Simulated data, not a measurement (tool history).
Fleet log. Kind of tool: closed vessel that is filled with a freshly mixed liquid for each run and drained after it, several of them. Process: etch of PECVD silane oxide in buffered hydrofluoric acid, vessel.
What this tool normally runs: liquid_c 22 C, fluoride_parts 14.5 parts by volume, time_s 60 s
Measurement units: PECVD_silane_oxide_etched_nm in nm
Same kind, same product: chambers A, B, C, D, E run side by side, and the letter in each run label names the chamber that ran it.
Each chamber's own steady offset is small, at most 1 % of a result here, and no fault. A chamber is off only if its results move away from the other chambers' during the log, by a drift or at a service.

run	hour	liquid_c	fluoride_parts	time_s	read-back film thickness of the PECVD silane oxide reference wafer, read on the same gauge (nm)	PECVD_silane_oxide_etched_nm
1A	6	22	14.5	60	110.01	148.55
2E	11.5	22	14.5	60	110.02	150.04
3B	15.4	22	14.5	60	110.01	149
4D	19.7	22	14.5	60	110.02	148.8
5C	24.7	22	14.5	60	109.99	150.1
6C	28.7	22	14.5	60	110	150.88
7B	35.6	22	14.5	60	110.01	149.81
8A	42.7	18	14.5	60	110.01	117.95
9D	48.2	18	14.5	60	109.99	118.74
10E	54.3	18	14.5	60	109.98	119.39
11A	60.9	18	14.5	60	110	116.93
12E	65.7	18	14.5	60	109.98	119.49
13C	69.4	22	14.5	60	110	150.23
14D	73.9	22	14.5	60	109.98	146.21
15B	81.1	22	14.5	60	110.01	150.22
16B	88.1	22	14.5	60	110.01	147.93
17A	92.8	22	14.5	60	109.99	146.69
18C	99.2	22	14.5	60	110	151.61
19E	103.1	22	14.5	60	109.99	150.73
20D	108.4	22	14.5	60	109.99	142.82
21E	112.6	22	12	40	110	121.16
22C	117.8	22	12	40	109.99	121.96
23B	122.1	22	12	40	110.01	120.02
24A	127.8	22	12	40	109.99	119.57
25D	131.4	22	12	40	109.99	114.69
26D	134.9	22	14.5	60	109.99	142.55
27B	139.9	22	14.5	60	109.99	151.8
28C	146.4	22	9	45	109.99	173.9
29A	152	22	9	45	109.99	171.38
30E	157.1	22	9	45	109.99	172.3
31A	162.5	22	9	45	110	171.13
32E	168.8	22	9	45	110.01	175.89
33B	175.7	22	14.5	60	110.02	150.79
34C	182	22	14.5	60	110	150.15
35D	189.2	22	14.5	60	110.01	136.35
36E	193.8	22	14.5	60	110.02	151.21
# hour 197.8: chamber B: thermometer replaced
37A	199.3	22	14.5	60	109.99	148.24
38B	202.7	26.5	12	60	109.97	231.27
39C	208.5	26.5	12	60	109.99	231.69

Next, every chamber runs the same settings. What will each give?
40A	213.8	22	14.5	60		?
40B	213.8	22	14.5	60		?
40C	213.8	22	14.5	60		?
40D	213.8	22	14.5	60		?
40E	213.8	22	14.5	60		?

run	PECVD_silane_oxide_etched_nm
40A	146.28
40B	152.24
40C	148.35
40D	134.12
40E	149.39

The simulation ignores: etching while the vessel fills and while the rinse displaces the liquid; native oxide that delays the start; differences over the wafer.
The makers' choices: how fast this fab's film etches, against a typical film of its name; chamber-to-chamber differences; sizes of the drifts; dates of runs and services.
